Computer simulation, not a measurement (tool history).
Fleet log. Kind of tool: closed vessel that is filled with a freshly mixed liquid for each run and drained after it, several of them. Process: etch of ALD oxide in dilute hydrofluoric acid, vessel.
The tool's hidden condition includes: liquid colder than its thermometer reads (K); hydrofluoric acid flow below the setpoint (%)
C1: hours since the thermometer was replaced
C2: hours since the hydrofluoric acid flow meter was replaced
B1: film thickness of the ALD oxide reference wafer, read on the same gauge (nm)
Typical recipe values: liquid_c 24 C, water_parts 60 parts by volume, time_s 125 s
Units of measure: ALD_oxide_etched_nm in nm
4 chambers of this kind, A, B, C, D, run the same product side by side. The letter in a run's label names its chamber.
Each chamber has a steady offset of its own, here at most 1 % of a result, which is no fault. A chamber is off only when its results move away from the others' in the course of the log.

run 1A hour=10.1 | liquid_c=24 water_parts=60 time_s=125 | C1=1210.1 C2=11.6 | B1=70.018 | ALD_oxide_etched_nm=21.226
run 2D hour=20 | liquid_c=24 water_parts=60 time_s=125 | C1=796.4 C2=513.7 | B1=69.986 | ALD_oxide_etched_nm=21.385
run 3C hour=31.8 | liquid_c=24 water_parts=60 time_s=125 | C1=313.2 C2=553.7 | B1=70.017 | ALD_oxide_etched_nm=21.295
run 4B hour=43.7 | liquid_c=24 water_parts=60 time_s=125 | C1=470 C2=88.3 | B1=69.972 | ALD_oxide_etched_nm=21.609
run 5B hour=53.7 | liquid_c=24 water_parts=60 time_s=125 | C1=480 C2=98.3 | B1=69.973 | ALD_oxide_etched_nm=21.545
run 6D hour=67.3 | liquid_c=24 water_parts=60 time_s=125 | C1=843.7 C2=561 | B1=69.96 | ALD_oxide_etched_nm=21.397
run 7C hour=81.3 | liquid_c=24 water_parts=60 time_s=125 | C1=362.7 C2=603.2 | B1=70.02 | ALD_oxide_etched_nm=21.043
run 8A hour=97.2 | liquid_c=24 water_parts=60 time_s=125 | C1=1297.2 C2=98.7 | B1=69.986 | ALD_oxide_etched_nm=21.79
run 9C hour=104.3 | liquid_c=24 water_parts=60 time_s=125 | C1=385.7 C2=626.2 | B1=70.014 | ALD_oxide_etched_nm=21.297
run 10A hour=114.5 | liquid_c=24 water_parts=60 time_s=125 | C1=1314.5 C2=116 | B1=70.045 | ALD_oxide_etched_nm=21.338
run 11D hour=126.8 | liquid_c=24 water_parts=60 time_s=125 | C1=903.2 C2=620.5 | B1=69.981 | ALD_oxide_etched_nm=21.478
run 12B hour=137.8 | liquid_c=24 water_parts=60 time_s=125 | C1=564.1 C2=182.4 | B1=69.976 | ALD_oxide_etched_nm=21.456
run 13C hour=149.4 | liquid_c=24 water_parts=60 time_s=125 | C1=430.8 C2=671.3 | B1=69.975 | ALD_oxide_etched_nm=21.114
run 14A hour=161.8 | liquid_c=24 water_parts=60 time_s=125 | C1=1361.8 C2=163.3 | B1=70.013 | ALD_oxide_etched_nm=21.611
run 15D hour=168.8 | liquid_c=24 water_parts=60 time_s=125 | C1=945.2 C2=662.5 | B1=70.011 | ALD_oxide_etched_nm=21.583
run 16B hour=177.8 | liquid_c=24 water_parts=60 time_s=125 | C1=604.1 C2=222.4 | B1=70.021 | ALD_oxide_etched_nm=21.451
run 17D hour=191.7 | liquid_c=24 water_parts=40 time_s=170 | C1=968.1 C2=685.4 | B1=69.958 | ALD_oxide_etched_nm=44.507
run 18A hour=207.9 | liquid_c=24 water_parts=40 time_s=170 | C1=1407.9 C2=209.4 | B1=70.014 | ALD_oxide_etched_nm=45.031
run 19B hour=220.2 | liquid_c=24 water_parts=40 time_s=170 | C1=646.5 C2=264.8 | B1=70.061 | ALD_oxide_etched_nm=44.629
run 20C hour=231.5 | liquid_c=24 water_parts=40 time_s=170 | C1=512.9 C2=753.4 | B1=69.983 | ALD_oxide_etched_nm=44.237
run 21A hour=245.8 | liquid_c=24 water_parts=60 time_s=125 | C1=1445.8 C2=247.3 | B1=70 | ALD_oxide_etched_nm=21.573
run 22D hour=256.7 | liquid_c=24 water_parts=60 time_s=125 | C1=1033.1 C2=750.4 | B1=69.984 | ALD_oxide_etched_nm=21.068
run 23C hour=264.3 | liquid_c=24 water_parts=60 time_s=125 | C1=545.7 C2=786.2 | B1=70.006 | ALD_oxide_etched_nm=20.589
run 24B hour=274.8 | liquid_c=24 water_parts=80 time_s=95 | C1=701.1 C2=319.4 | B1=69.998 | ALD_oxide_etched_nm=12.018
run 25A hour=281.8 | liquid_c=24 water_parts=80 time_s=95 | C1=1481.8 C2=283.3 | B1=70.014 | ALD_oxide_etched_nm=12.082
run 26C hour=290 | liquid_c=24 water_parts=80 time_s=95 | C1=571.4 C2=811.9 | B1=69.997 | ALD_oxide_etched_nm=11.613
run 27B hour=301.6 | liquid_c=24 water_parts=80 time_s=95 | C1=727.9 C2=346.2 | B1=70.002 | ALD_oxide_etched_nm=12.055
run 28D hour=311 | liquid_c=24 water_parts=60 time_s=125 | C1=1087.4 C2=804.7 | B1=69.978 | ALD_oxide_etched_nm=21.689
run 29B hour=318.1 | liquid_c=24 water_parts=85 time_s=125 | C1=744.4 C2=362.7 | B1=70.009 | ALD_oxide_etched_nm=14.894
run 30C hour=332.3 | liquid_c=24 water_parts=85 time_s=125 | C1=613.7 C2=854.2 | B1=69.955 | ALD_oxide_etched_nm=13.995
run 31D hour=342.9 | liquid_c=24 water_parts=85 time_s=125 | C1=1119.3 C2=836.6 | B1=69.985 | ALD_oxide_etched_nm=14.888
run 32A hour=354.4 | liquid_c=24 water_parts=85 time_s=125 | C1=1554.4 C2=355.9 | B1=70.021 | ALD_oxide_etched_nm=14.848
run 33B hour=364.3 | liquid_c=22 water_parts=70 time_s=125 | C1=790.6 C2=408.9 | B1=69.986 | ALD_oxide_etched_nm=16.824
run 34A hour=376.3 | liquid_c=22 water_parts=70 time_s=125 | C1=1576.3 C2=377.8 | B1=69.988 | ALD_oxide_etched_nm=16.954

For the next run the whole fleet of 4 chambers uses the same settings. Give each chamber's results:
run 35A hour=388 | liquid_c=24 water_parts=60 time_s=125 | ALD_oxide_etched_nm=?
run 35B hour=388 | liquid_c=24 water_parts=60 time_s=125 | ALD_oxide_etched_nm=?
run 35C hour=388 | liquid_c=24 water_parts=60 time_s=125 | ALD_oxide_etched_nm=?
run 35D hour=388 | liquid_c=24 water_parts=60 time_s=125 | ALD_oxide_etched_nm=?

run=35A ALD_oxide_etched_nm=21.724
run=35B ALD_oxide_etched_nm=21.639
run=35C ALD_oxide_etched_nm=20.389
run=35D ALD_oxide_etched_nm=21.417
